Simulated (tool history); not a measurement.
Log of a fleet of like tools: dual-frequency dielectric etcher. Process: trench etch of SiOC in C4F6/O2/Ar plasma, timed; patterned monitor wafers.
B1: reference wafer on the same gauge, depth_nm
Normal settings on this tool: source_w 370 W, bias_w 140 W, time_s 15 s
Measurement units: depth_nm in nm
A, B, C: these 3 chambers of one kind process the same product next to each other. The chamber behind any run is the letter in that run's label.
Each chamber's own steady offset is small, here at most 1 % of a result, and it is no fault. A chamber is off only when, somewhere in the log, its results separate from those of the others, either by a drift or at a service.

Run 1B, hour 3.7: usual settings; B1 32.102. Result: depth_nm 28.208 nm.
Run 2C, hour 10.2: usual settings; B1 32.130. Result: depth_nm 27.811 nm.
Run 3A, hour 15.7: usual settings; B1 32.108. Result: depth_nm 28.028 nm.
Run 4A, hour 23.2: usual settings; B1 32.102. Result: depth_nm 27.973 nm.
Run 5C, hour 29.8: usual settings but source_w 300 W, time_s 12 s; B1 32.109. Result: depth_nm 20.483 nm.
At hour 30.7: chamber B: bias power generator calibrated.
Run 6B, hour 34.8: usual settings but source_w 300 W, time_s 12 s; B1 32.101. Result: depth_nm 20.655 nm.
Run 7C, hour 42.1: usual settings but source_w 300 W, time_s 12 s; B1 32.107. Result: depth_nm 20.344 nm.
Run 8A, hour 46.3: usual settings; B1 32.095. Result: depth_nm 28.239 nm.
Run 9B, hour 50.8: usual settings; B1 32.116. Result: depth_nm 28.050 nm.
Run 10C, hour 55.1: usual settings; B1 32.092. Result: depth_nm 27.801 nm.
Run 11B, hour 59.1: usual settings; B1 32.070. Result: depth_nm 27.959 nm.
Run 12A, hour 62.8: usual settings but bias_w 168 W, time_s 18 s; B1 32.083. Result: depth_nm 35.424 nm.
At hour 63.2: chamber B: wet clean of the chamber.
Run 13A, hour 67.7: usual settings but bias_w 168 W, time_s 18 s; B1 32.102. Result: depth_nm 35.687 nm.
Run 14B, hour 72.5: usual settings but bias_w 168 W, time_s 18 s; B1 32.120. Result: depth_nm 35.542 nm.
Run 15C, hour 77.9: usual settings; B1 32.104. Result: depth_nm 27.524 nm.
Run 16C, hour 85.6: usual settings; B1 32.087. Result: depth_nm 27.464 nm.
Run 17A, hour 92.1: usual settings but source_w 440 W, bias_w 118 W; B1 32.135. Result: depth_nm 28.616 nm.
Run 18B, hour 97.6: usual settings but source_w 440 W, bias_w 118 W; B1 32.078. Result: depth_nm 28.569 nm.
Run 19B, hour 105.0: usual settings but source_w 440 W, bias_w 118 W; B1 32.121. Result: depth_nm 28.626 nm.
Run 20C, hour 108.5: usual settings; B1 32.108. Result: depth_nm 27.132 nm.

Each of the 3 chambers runs these same settings next. Fill in every chamber's results:
Run 21A, hour 114.2: usual settings. Result: depth_nm ?.
Run 21B, hour 114.2: usual settings. Result: depth_nm ?.
Run 21C, hour 114.2: usual settings. Result: depth_nm ?.

run  depth_nm
21A    28.167
21B    28.221
21C    26.942

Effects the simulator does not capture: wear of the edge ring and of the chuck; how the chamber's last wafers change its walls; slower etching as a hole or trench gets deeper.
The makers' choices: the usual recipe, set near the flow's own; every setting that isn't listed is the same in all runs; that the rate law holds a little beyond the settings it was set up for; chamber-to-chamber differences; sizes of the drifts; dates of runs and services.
